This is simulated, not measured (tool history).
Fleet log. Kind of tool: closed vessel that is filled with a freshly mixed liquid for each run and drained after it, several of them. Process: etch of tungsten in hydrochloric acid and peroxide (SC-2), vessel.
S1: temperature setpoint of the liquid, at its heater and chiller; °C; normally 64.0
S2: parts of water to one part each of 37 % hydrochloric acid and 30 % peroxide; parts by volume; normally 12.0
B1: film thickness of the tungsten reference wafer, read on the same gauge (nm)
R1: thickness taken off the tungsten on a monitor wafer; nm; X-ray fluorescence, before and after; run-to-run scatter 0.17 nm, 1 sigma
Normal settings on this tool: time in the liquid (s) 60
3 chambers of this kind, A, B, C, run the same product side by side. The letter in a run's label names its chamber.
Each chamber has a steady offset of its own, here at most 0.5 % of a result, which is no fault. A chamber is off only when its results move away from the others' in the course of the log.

run 1B hour=7.6 | S1=64.0 S2=12.0 time_in_the_liquid_(s)=60 | B1=140.00 | R1=21.024
-- hour=8.6 chamber C: new drum of peroxide connected
run 2A hour=15.4 | S1=64.0 S2=12.0 time_in_the_liquid_(s)=60 | B1=140.01 | R1=21.204
run 3C hour=21.9 | S1=64.0 S2=12.0 time_in_the_liquid_(s)=60 | B1=140.00 | R1=21.376
run 4C hour=31.0 | S1=64.0 S2=12.0 time_in_the_liquid_(s)=60 | B1=140.01 | R1=20.859
run 5A hour=40.5 | S1=64.0 S2=12.0 time_in_the_liquid_(s)=60 | B1=140.00 | R1=21.137
run 6B hour=49.6 | S1=72.0 S2=7.0 time_in_the_liquid_(s)=60 | B1=139.98 | R1=54.175
run 7C hour=60.0 | S1=72.0 S2=7.0 time_in_the_liquid_(s)=60 | B1=140.03 | R1=52.994
run 8A hour=71.2 | S1=72.0 S2=7.0 time_in_the_liquid_(s)=60 | B1=139.99 | R1=52.335
-- hour=76.7 chamber A: new drum of peroxide connected
run 9B hour=79.8 | S1=64.0 S2=12.0 time_in_the_liquid_(s)=60 | B1=139.99 | R1=21.017
-- hour=81.4 chamber A: chemicals flow meter replaced
run 10B hour=88.5 | S1=64.0 S2=12.0 time_in_the_liquid_(s)=60 | B1=140.02 | R1=21.135
run 11C hour=97.1 | S1=64.0 S2=12.0 time_in_the_liquid_(s)=60 | B1=139.99 | R1=21.154
run 12A hour=104.5 | S1=64.0 S2=12.0 time_in_the_liquid_(s)=60 | B1=140.00 | R1=20.919
run 13A hour=113.3 | S1=64.0 S2=12.0 time_in_the_liquid_(s)=30 | B1=140.02 | R1=10.499
run 14C hour=120.7 | S1=64.0 S2=12.0 time_in_the_liquid_(s)=30 | B1=139.98 | R1=10.535
run 15B hour=128.6 | S1=64.0 S2=12.0 time_in_the_liquid_(s)=30 | B1=140.01 | R1=10.577
run 16B hour=136.4 | S1=68.5 S2=12.0 time_in_the_liquid_(s)=60 | B1=140.00 | R1=27.792
run 17C hour=145.3 | S1=68.5 S2=12.0 time_in_the_liquid_(s)=60 | B1=139.99 | R1=28.019
run 18A hour=154.3 | S1=68.5 S2=12.0 time_in_the_liquid_(s)=60 | B1=140.00 | R1=27.584
run 19C hour=160.2 | S1=64.0 S2=12.0 time_in_the_liquid_(s)=60 | B1=139.97 | R1=21.407
run 20A hour=168.0 | S1=64.0 S2=12.0 time_in_the_liquid_(s)=60 | B1=140.00 | R1=21.341
run 21B hour=174.8 | S1=64.0 S2=12.0 time_in_the_liquid_(s)=60 | B1=140.01 | R1=21.077
run 22B hour=184.3 | S1=64.0 S2=12.0 time_in_the_liquid_(s)=60 | B1=140.02 | R1=21.104
run 23C hour=194.3 | S1=64.0 S2=12.0 time_in_the_liquid_(s)=60 | B1=140.00 | R1=21.482
run 24A hour=200.6 | S1=64.0 S2=12.0 time_in_the_liquid_(s)=60 | B1=140.00 | R1=21.110
run 25A hour=210.8 | S1=64.0 S2=12.0 time_in_the_liquid_(s)=60 | B1=140.02 | R1=21.163
run 26C hour=220.4 | S1=64.0 S2=12.0 time_in_the_liquid_(s)=60 | B1=139.99 | R1=22.017
run 27B hour=229.1 | S1=64.0 S2=12.0 time_in_the_liquid_(s)=60 | B1=140.00 | R1=21.286
run 28C hour=234.9 | S1=64.0 S2=12.0 time_in_the_liquid_(s)=60 | B1=139.99 | R1=22.125
run 29A hour=245.7 | S1=64.0 S2=12.0 time_in_the_liquid_(s)=60 | B1=140.00 | R1=21.400
run 30B hour=253.3 | S1=64.0 S2=12.0 time_in_the_liquid_(s)=60 | B1=140.00 | R1=21.516
run 31B hour=259.6 | S1=64.0 S2=12.0 time_in_the_liquid_(s)=85 | B1=140.00 | R1=30.353
run 32C hour=267.0 | S1=64.0 S2=12.0 time_in_the_liquid_(s)=85 | B1=139.99 | R1=31.410
run 33A hour=273.1 | S1=64.0 S2=12.0 time_in_the_liquid_(s)=85 | B1=139.99 | R1=30.080
run 34A hour=282.3 | S1=64.0 S2=12.0 time_in_the_liquid_(s)=35 | B1=140.00 | R1=12.272
run 35B hour=291.1 | S1=64.0 S2=12.0 time_in_the_liquid_(s)=35 | B1=140.00 | R1=12.286
run 36C hour=296.1 | S1=64.0 S2=12.0 time_in_the_liquid_(s)=35 | B1=139.98 | R1=13.041
run 37B hour=302.0 | S1=64.0 S2=12.0 time_in_the_liquid_(s)=80 | B1=139.99 | R1=28.081
run 38A hour=310.5 | S1=64.0 S2=12.0 time_in_the_liquid_(s)=80 | B1=139.99 | R1=27.885
run 39C hour=316.9 | S1=64.0 S2=12.0 time_in_the_liquid_(s)=80 | B1=140.02 | R1=29.878
-- hour=317.7 chamber B: chemicals flow meter replaced
run 40A hour=323.8 | S1=59.0 S2=18.0 time_in_the_liquid_(s)=60 | B1=139.98 | R1=10.910
run 41C hour=332.3 | S1=59.0 S2=18.0 time_in_the_liquid_(s)=60 | B1=140.00 | R1=11.690
run 42B hour=343.3 | S1=59.0 S2=18.0 time_in_the_liquid_(s)=60 | B1=140.01 | R1=10.717
run 43B hour=351.6 | S1=64.0 S2=12.0 time_in_the_liquid_(s)=60 | B1=140.01 | R1=21.387
run 44C hour=357.3 | S1=64.0 S2=12.0 time_in_the_liquid_(s)=60 | B1=140.01 | R1=23.260

Does one chamber stand apart from the rest, does the shared gauge drift, or is all well apart from small per-chamber offsets? Give the chamber and the most likely cause, where there is one.

Chamber C drifts away from the others.
Likeliest cause: chemicals flow above the setpoint (%) = 11.4.
From this log alone, it may not be told apart from: liquid hotter than its thermometer reads (K).

Which of the 4 candidates below, each the usual settings with something changed and its results left as question marks, puts chamber C back in line with what the other chambers give on the usual settings?
Allowed miss from the other chambers' usual-settings mean, per result, to count as in line: R1 0.600 nm
run 45C-1 hour=365.4 | S1=63.5 S2=12.0 time_in_the_liquid_(s)=60 | R1=?
run 45C-2 hour=365.4 | S1=64.5 S2=12.0 time_in_the_liquid_(s)=60 | R1=?
run 45C-3 hour=365.4 | S1=64.0 S2=12.0 time_in_the_liquid_(s)=55 | R1=?
run 45C-4 hour=365.4 | S1=65.5 S2=12.0 time_in_the_liquid_(s)=60 | R1=?

The other chambers' mean on the usual settings: R1 21.155 nm
run=45C-1 R1=22.458
run=45C-2 R1=23.877
run=45C-3 R1=21.228
run=45C-4 R1=25.376
45C-3 is the one that brings the chamber's results back in line with the other chambers.

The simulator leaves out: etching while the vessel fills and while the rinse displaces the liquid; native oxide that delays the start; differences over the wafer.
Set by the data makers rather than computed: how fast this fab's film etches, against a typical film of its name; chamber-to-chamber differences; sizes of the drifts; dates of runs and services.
